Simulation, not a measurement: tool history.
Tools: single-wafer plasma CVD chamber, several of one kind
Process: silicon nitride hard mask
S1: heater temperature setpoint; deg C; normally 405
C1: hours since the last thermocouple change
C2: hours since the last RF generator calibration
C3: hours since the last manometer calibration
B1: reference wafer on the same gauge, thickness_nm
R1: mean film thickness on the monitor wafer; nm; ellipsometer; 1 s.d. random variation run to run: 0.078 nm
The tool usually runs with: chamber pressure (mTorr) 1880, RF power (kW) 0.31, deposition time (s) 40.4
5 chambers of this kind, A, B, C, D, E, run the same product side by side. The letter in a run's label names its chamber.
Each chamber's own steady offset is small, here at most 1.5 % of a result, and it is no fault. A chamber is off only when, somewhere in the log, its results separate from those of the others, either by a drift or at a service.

{"run": "1B", "day": 0.3, "S1": 405, "chamber pressure (mTorr)": 1880, "RF power (kW)": 0.31, "deposition time (s)": 40.4, "C1": 1927.8, "C2": 1702.9, "C3": 624.4, "B1": 45.196, "R1": 49.891}
{"run": "2E", "day": 0.646, "S1": 405, "chamber pressure (mTorr)": 1880, "RF power (kW)": 0.31, "deposition time (s)": 40.4, "C1": 1516.7, "C2": 672, "C3": 918.7, "B1": 45.179, "R1": 49.42}
{"run": "3D", "day": 0.958, "S1": 405, "chamber pressure (mTorr)": 1880, "RF power (kW)": 0.31, "deposition time (s)": 40.4, "C1": 967.7, "C2": 739.2, "C3": 26.3, "B1": 45.165, "R1": 49.221}
{"run": "4A", "day": 1.279, "S1": 405, "chamber pressure (mTorr)": 1880, "RF power (kW)": 0.31, "deposition time (s)": 40.4, "C1": 574.3, "C2": 1144.8, "C3": 3214.6, "B1": 45.165, "R1": 49.785}
{"run": "5C", "day": 1.658, "S1": 405, "chamber pressure (mTorr)": 1880, "RF power (kW)": 0.31, "deposition time (s)": 40.4, "C1": 1184.9, "C2": 682.8, "C3": 1318.2, "B1": 45.165, "R1": 49.759}
{"run": "6A", "day": 2.125, "S1": 405, "chamber pressure (mTorr)": 1880, "RF power (kW)": 0.31, "deposition time (s)": 40.4, "C1": 594.6, "C2": 1165.1, "C3": 3234.9, "B1": 45.141, "R1": 49.549}
{"run": "7D", "day": 2.412, "S1": 405, "chamber pressure (mTorr)": 1880, "RF power (kW)": 0.31, "deposition time (s)": 40.4, "C1": 1002.6, "C2": 774.1, "C3": 61.2, "B1": 45.14, "R1": 49.04}
{"run": "8C", "day": 2.75, "S1": 405, "chamber pressure (mTorr)": 1880, "RF power (kW)": 0.31, "deposition time (s)": 46.1, "C1": 1211.1, "C2": 709, "C3": 1344.4, "B1": 45.12, "R1": 56.768}
{"run": "9B", "day": 2.971, "S1": 405, "chamber pressure (mTorr)": 1880, "RF power (kW)": 0.31, "deposition time (s)": 46.1, "C1": 1991.9, "C2": 1767, "C3": 688.5, "B1": 45.138, "R1": 56.734}
{"run": "10E", "day": 3.367, "S1": 405, "chamber pressure (mTorr)": 1880, "RF power (kW)": 0.31, "deposition time (s)": 46.1, "C1": 1582, "C2": 737.3, "C3": 984, "B1": 45.118, "R1": 56.318}
{"run": "11A", "day": 3.796, "S1": 405, "chamber pressure (mTorr)": 1880, "RF power (kW)": 0.31, "deposition time (s)": 46.1, "C1": 634.7, "C2": 1205.2, "C3": 3275, "B1": 45.101, "R1": 56.745}
{"run": "12B", "day": 4.088, "S1": 405, "chamber pressure (mTorr)": 1880, "RF power (kW)": 0.31, "deposition time (s)": 46.1, "C1": 2018.7, "C2": 1793.8, "C3": 715.3, "B1": 45.093, "R1": 56.762}
{"run": "13D", "day": 4.562, "S1": 405, "chamber pressure (mTorr)": 1880, "RF power (kW)": 0.31, "deposition time (s)": 40.4, "C1": 1054.2, "C2": 825.7, "C3": 112.8, "B1": 45.104, "R1": 48.837}
{"run": "14E", "day": 4.858, "S1": 405, "chamber pressure (mTorr)": 1880, "RF power (kW)": 0.31, "deposition time (s)": 40.4, "C1": 1617.8, "C2": 773.1, "C3": 1019.8, "B1": 45.071, "R1": 49.426}
{"run": "15C", "day": 5.15, "S1": 405, "chamber pressure (mTorr)": 1880, "RF power (kW)": 0.31, "deposition time (s)": 40.4, "C1": 1268.7, "C2": 766.6, "C3": 1402, "B1": 45.082, "R1": 49.616}
{"run": "16C", "day": 5.421, "S1": 405, "chamber pressure (mTorr)": 1880, "RF power (kW)": 0.31, "deposition time (s)": 40.4, "C1": 1275.2, "C2": 773.1, "C3": 1408.5, "B1": 45.066, "R1": 49.678}
{"day": 5.529, "done": "chamber A: capacitance manometer re-zeroed and calibrated"}
{"run": "17E", "day": 5.738, "S1": 405, "chamber pressure (mTorr)": 1880, "RF power (kW)": 0.31, "deposition time (s)": 40.4, "C1": 1638.9, "C2": 794.2, "C3": 1040.9, "B1": 45.055, "R1": 49.329}
{"run": "18B", "day": 5.967, "S1": 405, "chamber pressure (mTorr)": 1880, "RF power (kW)": 0.31, "deposition time (s)": 40.4, "C1": 2063.8, "C2": 1838.9, "C3": 760.4, "B1": 45.049, "R1": 49.69}
{"run": "19D", "day": 6.346, "S1": 405, "chamber pressure (mTorr)": 1880, "RF power (kW)": 0.31, "deposition time (s)": 40.4, "C1": 1097, "C2": 868.5, "C3": 155.6, "B1": 45.051, "R1": 48.879}
{"run": "20A", "day": 6.612, "S1": 405, "chamber pressure (mTorr)": 1880, "RF power (kW)": 0.31, "deposition time (s)": 40.4, "C1": 702.3, "C2": 1272.8, "C3": 26.1, "B1": 45.042, "R1": 49.542}
{"run": "21E", "day": 6.917, "S1": 405, "chamber pressure (mTorr)": 1880, "RF power (kW)": 0.31, "deposition time (s)": 40.4, "C1": 1667.2, "C2": 822.5, "C3": 1069.2, "B1": 45.046, "R1": 49.368}
{"run": "22B", "day": 7.329, "S1": 405, "chamber pressure (mTorr)": 1880, "RF power (kW)": 0.31, "deposition time (s)": 40.4, "C1": 2096.5, "C2": 1871.6, "C3": 793.1, "B1": 45.034, "R1": 49.701}
{"run": "23C", "day": 7.646, "S1": 405, "chamber pressure (mTorr)": 2320, "RF power (kW)": 0.31, "deposition time (s)": 47.8, "C1": 1328.6, "C2": 826.5, "C3": 1461.9, "B1": 45.003, "R1": 62.006}
{"day": 7.938, "done": "chamber D: thermocouple changed; heater temperature recalibrated"}
{"run": "24A", "day": 8.071, "S1": 405, "chamber pressure (mTorr)": 2320, "RF power (kW)": 0.31, "deposition time (s)": 47.8, "C1": 737.3, "C2": 1307.8, "C3": 61.1, "B1": 45.01, "R1": 61.787}
{"run": "25D", "day": 8.346, "S1": 405, "chamber pressure (mTorr)": 2320, "RF power (kW)": 0.31, "deposition time (s)": 47.8, "C1": 9.9, "C2": 916.5, "C3": 203.6, "B1": 45.012, "R1": 61.146}
{"run": "26A", "day": 8.671, "S1": 405, "chamber pressure (mTorr)": 2320, "RF power (kW)": 0.31, "deposition time (s)": 47.8, "C1": 751.7, "C2": 1322.2, "C3": 75.5, "B1": 44.983, "R1": 61.736}
{"run": "27B", "day": 9.146, "S1": 405, "chamber pressure (mTorr)": 2320, "RF power (kW)": 0.31, "deposition time (s)": 47.8, "C1": 2140.1, "C2": 1915.2, "C3": 836.7, "B1": 44.972, "R1": 62.082}
{"day": 9.438, "done": "chamber A: RF generator calibrated"}
{"run": "28E", "day": 9.571, "S1": 405, "chamber pressure (mTorr)": 1880, "RF power (kW)": 0.31, "deposition time (s)": 40.4, "C1": 1730.9, "C2": 886.2, "C3": 1132.9, "B1": 44.975, "R1": 49.326}
{"run": "29C", "day": 10.062, "S1": 405, "chamber pressure (mTorr)": 1880, "RF power (kW)": 0.31, "deposition time (s)": 40.4, "C1": 1386.6, "C2": 884.5, "C3": 1519.9, "B1": 44.962, "R1": 49.48}
{"run": "30D", "day": 10.521, "S1": 405, "chamber pressure (mTorr)": 1880, "RF power (kW)": 0.31, "deposition time (s)": 40.4, "C1": 62.1, "C2": 968.7, "C3": 255.8, "B1": 44.948, "R1": 48.83}
{"day": 10.562, "done": "chamber E: thermocouple changed; heater temperature recalibrated"}
{"run": "31E", "day": 10.812, "S1": 405, "chamber pressure (mTorr)": 1880, "RF power (kW)": 0.31, "deposition time (s)": 40.4, "C1": 6, "C2": 916, "C3": 1162.7, "B1": 44.927, "R1": 49.251}
{"day": 11.021, "done": "chamber C: capacitance manometer re-zeroed and calibrated"}
{"run": "32A", "day": 11.171, "S1": 405, "chamber pressure (mTorr)": 1880, "RF power (kW)": 0.31, "deposition time (s)": 40.4, "C1": 811.7, "C2": 41.6, "C3": 135.5, "B1": 44.932, "R1": 49.414}
{"run": "33D", "day": 11.479, "S1": 405, "chamber pressure (mTorr)": 1880, "RF power (kW)": 0.31, "deposition time (s)": 40.4, "C1": 85.1, "C2": 991.7, "C3": 278.8, "B1": 44.948, "R1": 48.807}
{"run": "34C", "day": 11.758, "S1": 405, "chamber pressure (mTorr)": 1880, "RF power (kW)": 0.31, "deposition time (s)": 40.4, "C1": 1427.3, "C2": 925.2, "C3": 17.7, "B1": 44.912, "R1": 49.498}

The same settings go to every chamber for the next run, one line per chamber below. Forecast the results for each:
{"run": "35A", "day": 12.112, "S1": 405, "chamber pressure (mTorr)": 1880, "RF power (kW)": 0.31, "deposition time (s)": 40.4, "R1": "?"}
{"run": "35B", "day": 12.112, "S1": 405, "chamber pressure (mTorr)": 1880, "RF power (kW)": 0.31, "deposition time (s)": 40.4, "R1": "?"}
{"run": "35C", "day": 12.112, "S1": 405, "chamber pressure (mTorr)": 1880, "RF power (kW)": 0.31, "deposition time (s)": 40.4, "R1": "?"}
{"run": "35D", "day": 12.112, "S1": 405, "chamber pressure (mTorr)": 1880, "RF power (kW)": 0.31, "deposition time (s)": 40.4, "R1": "?"}
{"run": "35E", "day": 12.112, "S1": 405, "chamber pressure (mTorr)": 1880, "RF power (kW)": 0.31, "deposition time (s)": 40.4, "R1": "?"}

run=35A R1=49.45
run=35B R1=49.709
run=35C R1=49.547
run=35D R1=48.802
run=35E R1=49.22

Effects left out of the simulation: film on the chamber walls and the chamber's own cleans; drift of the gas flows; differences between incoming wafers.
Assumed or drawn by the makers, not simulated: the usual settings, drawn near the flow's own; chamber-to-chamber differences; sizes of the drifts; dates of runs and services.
